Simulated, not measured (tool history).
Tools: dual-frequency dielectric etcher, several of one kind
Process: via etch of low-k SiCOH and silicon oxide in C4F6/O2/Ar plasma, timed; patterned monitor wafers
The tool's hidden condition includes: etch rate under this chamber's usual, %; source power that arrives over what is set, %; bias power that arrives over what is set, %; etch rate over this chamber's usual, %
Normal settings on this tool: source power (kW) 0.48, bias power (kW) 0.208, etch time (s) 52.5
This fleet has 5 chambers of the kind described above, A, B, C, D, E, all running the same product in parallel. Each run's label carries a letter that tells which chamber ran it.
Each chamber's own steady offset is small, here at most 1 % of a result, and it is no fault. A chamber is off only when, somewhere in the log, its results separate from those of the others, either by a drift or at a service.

run,day,source power (kW),bias power (kW),etch time (s),hours since the last wet clean,hours since the last source power generator calibration,hours since the last bias power generator calibration,"read-back reference wafer on the same gauge, depth_nm",mean etch depth across the wafer (Å)
1B,0.488,0.48,0.208,52.5,256.4,712.4,2239.7,138.96,1550.4
2C,1.038,0.48,0.208,52.5,327.4,2574.6,2281.2,139.01,1530.9
3E,1.454,0.48,0.208,52.5,362.8,1448.6,2917.2,138.78,1530.5
4D,1.892,0.48,0.208,52.5,276.8,1014.2,1197.9,138.9,1542.9
5A,2.162,0.48,0.208,52.5,174,2055.1,3432.6,139.13,1537.7
# day 2.429: chamber C: bias power generator calibrated
6D,2.479,0.48,0.208,52.5,290.9,1028.3,1212,138.89,1538.1
7C,2.988,0.48,0.208,52.5,374.2,2621.4,13.5,139.14,1527.6
8A,3.512,0.48,0.208,67.5,206.4,2087.5,3465,139.08,1975.7
9B,4.054,0.48,0.208,67.5,342,798,2325.3,139,2004.9
10E,4.304,0.48,0.208,67.5,431.2,1517,2985.6,138.9,1959.1
11E,4.608,0.48,0.208,67.5,438.5,1524.3,2992.9,139.01,1966.4
12A,4.975,0.48,0.208,67.5,241.5,2122.6,3500.1,138.93,1991.3
13B,5.329,0.48,0.208,52.5,372.6,828.6,2355.9,138.97,1567.3
# day 5.408: chamber C: source power generator calibrated
14C,5.862,0.48,0.208,52.5,443.2,11,82.5,139.09,1550
15D,6.404,0.48,0.208,52.5,385.1,1122.5,1306.2,139.04,1548.4
16E,6.721,0.48,0.208,52.5,489.2,1575,3043.6,138.87,1527.5
17B,7.262,0.48,0.208,52.5,419,875,2402.3,138.89,1577.6
18C,7.742,0.48,0.208,52.5,488.3,56.1,127.6,139.02,1541.7
19D,8.008,0.48,0.208,52.5,423.6,1161,1344.7,139.19,1538.2
# day 8.188: chamber C: wet clean of the chamber
20A,8.512,0.48,0.208,52.5,326.4,2207.5,3585,138.91,1533.5
21A,9.05,0.48,0.208,52.5,339.3,2220.4,3597.9,139.13,1528.6
# day 9.321: chamber D: wet clean of the chamber
22C,9.579,0.48,0.226,52.5,33.5,100.2,171.7,138.92,1591.7
23D,9.996,0.48,0.226,52.5,16.3,1208.7,1392.4,139.21,1576.5
24E,10.45,0.48,0.226,52.5,578.7,1664.5,3133.1,139.09,1572.2
25B,10.871,0.48,0.226,52.5,505.6,961.6,2488.9,139.1,1641.4
26B,11.212,0.48,0.226,52.5,513.8,969.8,2497.1,139.02,1662.4
27D,11.479,0.48,0.208,52.5,51.9,1244.3,1428,139.02,1547
28C,11.892,0.48,0.236,52.5,89,155.7,227.2,138.87,1602.9
29A,12.296,0.48,0.236,52.5,417.2,2298.3,3675.8,138.92,1585.6
# day 12.442: chamber E: wet clean of the chamber
30E,12.575,0.48,0.236,52.5,3.2,1715.5,3184.1,138.96,1593.5
31E,13.054,0.48,0.236,52.5,14.7,1727,3195.6,138.86,1583
32D,13.512,0.48,0.236,52.5,100.7,1293.1,1476.8,139.19,1605.3
33C,13.95,0.48,0.208,52.5,138.4,205.1,276.6,138.96,1547

One chamber off, gauge drift, or nothing amiss beyond the chambers' own small offsets? If it is a chamber, which one, and what is the likeliest cause?

It is chamber B that slowly wanders off from its peers.
Cause: etch rate over this chamber's usual, % = 5.31.

Which of the 4 candidates below, each the usual settings with something changed and its results left as question marks, puts chamber B back in line with what the other chambers give on the usual settings?
In-line tolerance around the mean of the other chambers on the usual settings: mean etch depth across the wafer (Å) 25
34B-1,14.354,0.48,0.211,55.5,,,,,?
34B-2,14.354,0.49,0.213,58,,,,,?
34B-3,14.354,0.47,0.206,50,,,,,?
34B-4,14.354,0.47,0.208,47,,,,,?

On the usual settings, the other chambers give on average: mean etch depth across the wafer (Å) 1536.8
run,mean etch depth across the wafer (Å)
34B-1,1735.5
34B-2,1833.5
34B-3,1539.2
34B-4,1451.3
34B-3 brings the chamber back in line.
